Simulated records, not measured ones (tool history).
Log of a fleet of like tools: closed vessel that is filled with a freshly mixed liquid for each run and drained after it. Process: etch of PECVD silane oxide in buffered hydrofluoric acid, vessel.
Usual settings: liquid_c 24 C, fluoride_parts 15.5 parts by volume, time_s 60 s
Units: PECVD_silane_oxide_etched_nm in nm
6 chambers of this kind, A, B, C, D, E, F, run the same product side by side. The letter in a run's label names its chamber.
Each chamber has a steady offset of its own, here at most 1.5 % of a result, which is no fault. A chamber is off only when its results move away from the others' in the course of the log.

run,hour,liquid_c,fluoride_parts,time_s,"read-back film thickness of the PECVD silane oxide reference wafer, read on the same gauge (nm)",PECVD_silane_oxide_etched_nm
1D,9.2,24,15.5,60,59.976,153.89
2E,20.6,24,15.5,60,59.982,152.25
3B,30.9,24,15.5,60,59.991,149.47
4F,38.4,24,15.5,60,60.042,152.01
5A,49.6,24,15.5,60,59.995,151.24
6C,63.7,24,15.5,60,59.978,152.75
7C,71.2,24,15.5,60,59.991,153.12
8B,79.7,24,15.5,60,60.029,150.44
9A,87.6,24,15.5,60,59.997,150.33
10E,98.4,24,15.5,60,60.02,151.67
11D,109.4,24,15.5,60,60.051,153.29
12F,121,24,15.5,60,60.004,152.62
13A,134.7,22,18.5,60,60.01,114.17
14E,150.6,22,18.5,60,60.004,113.12
15F,159.7,22,18.5,60,60.032,114.51
16D,170.9,22,18.5,60,59.984,115.38
17B,184.9,22,18.5,60,60.032,113.08
# hour 191.2: chamber A: thermometer replaced
18C,198,22,18.5,60,59.987,113.37
19F,208.1,24,15.5,60,60.022,151.86
20B,217.7,24,15.5,60,59.962,151.44
21C,232,24,15.5,60,59.963,151.86
22E,246.5,24,15.5,60,59.947,151.05
23D,259.9,24,15.5,60,60.056,153.67
24A,270.4,24,15.5,60,59.996,151.5
25C,282.3,24,15.5,60,60.064,149.68
26E,294.3,24,15.5,60,60,150.28
27A,308.1,24,15.5,60,60.008,151.14
28F,321.7,24,15.5,60,60.002,152.48
# hour 329.3: chamber F: thermometer replaced
29B,335.1,20.5,10.5,60,60.015,183.08
30D,342.3,20.5,10.5,60,59.959,184.79
31C,350,20.5,10.5,60,59.97,185.03
# hour 351.1: chamber D: hydrofluoric acid flow meter replaced
32A,361.3,20.5,10.5,60,60.02,184.83
# hour 371.1: chamber B: thermometer replaced
33E,372.3,20.5,10.5,60,59.972,180.29
34B,386.9,20.5,10.5,60,60.024,184.19
35F,394.4,24,15.5,60,60.007,151.04
36D,408.7,24,15.5,60,60.048,152.38
37B,415.7,24,15.5,60,60.017,150.09
38F,428.2,24,15.5,60,59.981,150.87
39D,441.1,24,15.5,60,60.024,152.8
40E,455.6,24,15.5,60,60.054,150.68

All 6 chambers run these settings next. Forecast each chamber's results:
41A,467.1,24,15.5,60,,?
41B,467.1,24,15.5,60,,?
41C,467.1,24,15.5,60,,?
41D,467.1,24,15.5,60,,?
41E,467.1,24,15.5,60,,?
41F,467.1,24,15.5,60,,?

run,PECVD_silane_oxide_etched_nm
41A,150.51
41B,149.98
41C,152.74
41D,153.24
41E,151.97
41F,151.42
